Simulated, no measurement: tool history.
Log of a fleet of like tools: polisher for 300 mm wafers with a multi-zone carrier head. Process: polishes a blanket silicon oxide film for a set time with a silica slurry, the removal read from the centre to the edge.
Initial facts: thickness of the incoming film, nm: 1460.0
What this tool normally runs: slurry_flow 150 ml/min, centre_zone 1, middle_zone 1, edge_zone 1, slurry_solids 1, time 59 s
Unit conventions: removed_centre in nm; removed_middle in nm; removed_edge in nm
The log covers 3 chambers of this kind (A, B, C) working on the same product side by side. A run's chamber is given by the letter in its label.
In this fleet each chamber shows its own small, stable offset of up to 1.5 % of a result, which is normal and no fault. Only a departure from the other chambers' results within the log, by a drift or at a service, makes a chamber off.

run   hour  slurry_flow  centre_zone  middle_zone  edge_zone  slurry_solids  time  wafers polished on this pad  hours since the slurry nozzle was cleaned  hours since the centre zone pressure was calibrated  hours since the edge zone pressure was calibrated  removed_centre  removed_middle  removed_edge
 1A    9.5          150            1            1          1              1    59                          159                                      200.1                                                299.4                                             1166.9           235.8          241.01        239.23
 2C   16.6          150            1            1          1              1    59                          366                                        199                                                361.5                                              368.1          240.34             236        237.37
 3B   27.8          150            1            1          1              1    59                          384                                      121.7                                                999.2                                              713.2          236.97          231.88         234.7
 4A   41.3          150            1            1          1              1    59                          568                                      231.9                                                331.2                                             1198.7          237.77          237.53        230.03
      45.6  -- chamber A: centre zone pressure recalibrated
 5B   49.1          150            1            1          1              1    59                          658                                        143                                               1020.5                                              734.5          242.32          239.88         239.1
 6C   57.4          150            1            1          1              1    59                          891                                      239.8                                                402.3                                              408.9           237.4          236.48        235.99
 7C   70.7          150            1            1          1              1    59                         1062                                      253.1                                                415.6                                              422.2          236.47          241.89        239.83
 8A   80.2          150            1            1          1              1    59                         1068                                      270.8                                                 34.7                                             1237.6          242.46          239.69        236.65
      85.8  -- chamber C: worn pad replaced by a new one
      90.8  -- chamber B: worn pad replaced by a new one
      91.2  -- chamber A: worn pad replaced by a new one
 9B   92.9          150            1            1          1              1    59                           27                                      186.8                                               1064.3                                              778.3           241.9          233.06         241.7
10C  100.8          150            1            1          1              1    59                          193                                      283.2                                                445.7                                              452.3          230.79          236.29        232.87
11A  110.9          150         1.09            1          1              1    59                          254                                      301.5                                                 65.4                                             1268.3          261.43          240.45        237.21
12B  121.8          150         1.09            1          1              1    59                          399                                      215.7                                               1093.2                                              807.2          262.78          236.27        232.82
13C  131.8          150         1.09            1          1              1    59                          592                                      314.2                                                476.7                                              483.3          259.28          238.65        237.23
14A  143.8          150            1            1          1              1    59                          677                                      334.4                                                 98.3                                             1301.2          237.66          239.64         234.2
15B  152.1          150            1            1          1              1    59                          789                                        246                                               1123.5                                              837.5          236.76          234.71        235.09
16A  161.7          150          1.1            1          1              1    59                          907                                      352.3                                                116.2                                             1319.1           267.1          236.92        234.57
17B  170.6          150          1.1            1          1              1    59                         1027                                      264.5                                                 1142                                                856          258.98          233.17        239.32
     173.4  -- chamber C: worn pad replaced by a new one
     174.8  -- chamber A: worn pad replaced by a new one
18C  184.1          150          1.1            1          1              1    59                          138                                      366.5                                                  529                                              535.6          256.57          239.29        234.96
     190.5  -- chamber B: worn pad replaced by a new one
19A  196.8          150            1            1          1              1    59                          283                                      387.4                                                151.3                                             1354.2           244.2          240.07        231.47
20C  207.7          150            1            1          1              1    59                          441                                      390.1                                                552.6                                              559.2          229.69           240.4         233.7
21B  217.2          150            1            1          1              1    59                          344                                      311.1                                               1188.6                                              902.6          236.45          239.08        236.68
     218.6  -- chamber A: edge zone pressure recalibrated
22C  228.3          150            1            1          1              1    59                          706                                      410.7                                                573.2                                              579.8          227.53          240.17        238.32
23B  234.9          150            1            1          1              1    59                          572                                      328.8                                               1206.3                                              920.3           237.9          236.93        237.79
24A  241.1          150            1            1          1              1    59                          853                                      431.7                                                195.6                                               22.5          239.49          239.69        238.36
25A  247.4          185            1            1          1              1    59                          934                                        438                                                201.9                                               28.8          250.94          247.53        241.45
26C  260.7          185            1            1          1              1    59                         1123                                      443.1                                                605.6                                              612.2          235.27          248.17        240.29
     267.8  -- chamber A: worn pad replaced by a new one
     268.4  -- chamber B: worn pad replaced by a new one
27B  273.4          185            1            1          1              1    59                           65                                      367.3                                               1244.8                                              958.8          246.27          248.48        247.19
     276.7  -- chamber C: worn pad replaced by a new one
28C  286.2          150            1            1          1              1    59                          123                                      468.6                                                631.1                                              637.7          219.93          239.34        239.88
     293.6  -- chamber B: edge zone pressure recalibrated
29A  294.8          150            1            1          1              1    59                          347                                      485.4                                                249.3                                               76.2          234.31          235.83        235.72
30B  305.2          150            1            1       0.94              1    59                          474                                      399.1                                               1276.6                                               11.7          241.22          235.32        228.64
31C  311.4          150            1            1       0.94              1    59                          447                                      493.8                                                656.3                                              662.9          220.57          238.78        227.68
32A  322.4          150            1            1       0.94              1    59                          702                                        513                                                276.9                                              103.8          232.56           239.6        229.34
33B  334.8          150            1            1          1              1    59                          855                                      428.7                                               1306.2                                               41.3          236.97          238.74        234.98
     343.5  -- chamber B: worn pad replaced by a new one
34A  347.6          175            1            1          1              1    69                         1026                                      538.2                                                302.1                                                129          292.34          288.74        279.87
     351.1  -- chamber A: worn pad replaced by a new one
35C  354.6          175            1            1          1              1    69                         1002                                        537                                                699.5                                              706.1          257.96          288.03        279.36
     362.1  -- chamber C: slurry nozzle cleaned
36B  363.4          175            1            1          1              1    69                          256                                      457.3                                               1334.8                                               69.9          288.58          285.28        286.68
37B    376          150            1            1          1              1    59                          418                                      469.9                                               1347.4                                               82.5          235.69          235.45        233.21
38C  382.8          150            1            1          1              1    59                         1365                                       20.7                                                727.7                                              734.3          211.91          240.89        237.51
39A  390.6          150            1            1          1              1    59                          509                                      581.2                                                345.1                                                172          236.13          240.17        234.44
     391.6  -- chamber C: worn pad replaced by a new one
40A  400.4          150            1         1.11          1              1    79                          635                                        591                                                354.9                                              181.8          309.19          353.42           319
     404.4  -- chamber B: centre zone pressure recalibrated
41B  413.3          150            1         1.11          1              1    79                          897                                      507.2                                                    9                                              119.8          321.58          348.15        314.02
42C  427.4          150            1         1.11          1              1    79                          460                                       65.3                                                772.3                                              778.9          279.16          356.69        321.01
43B  433.7          175            1            1          1              1    69                         1160                                      527.6                                                 29.4                                              140.2          287.19          286.68        286.32

Next, every chamber runs the same settings. What will each give?
44A  443.8          150            1            1          1              1    59                                                                                                                                                                                               ?               ?             ?
44B  443.8          150            1            1          1              1    59                                                                                                                                                                                               ?               ?             ?
44C  443.8          150            1            1          1              1    59                                                                                                                                                                                               ?               ?             ?

run  removed_centre  removed_middle  removed_edge
44A           241.4          238.68        236.57
44B          232.72          235.56        234.44
44C          202.08           242.3        234.44

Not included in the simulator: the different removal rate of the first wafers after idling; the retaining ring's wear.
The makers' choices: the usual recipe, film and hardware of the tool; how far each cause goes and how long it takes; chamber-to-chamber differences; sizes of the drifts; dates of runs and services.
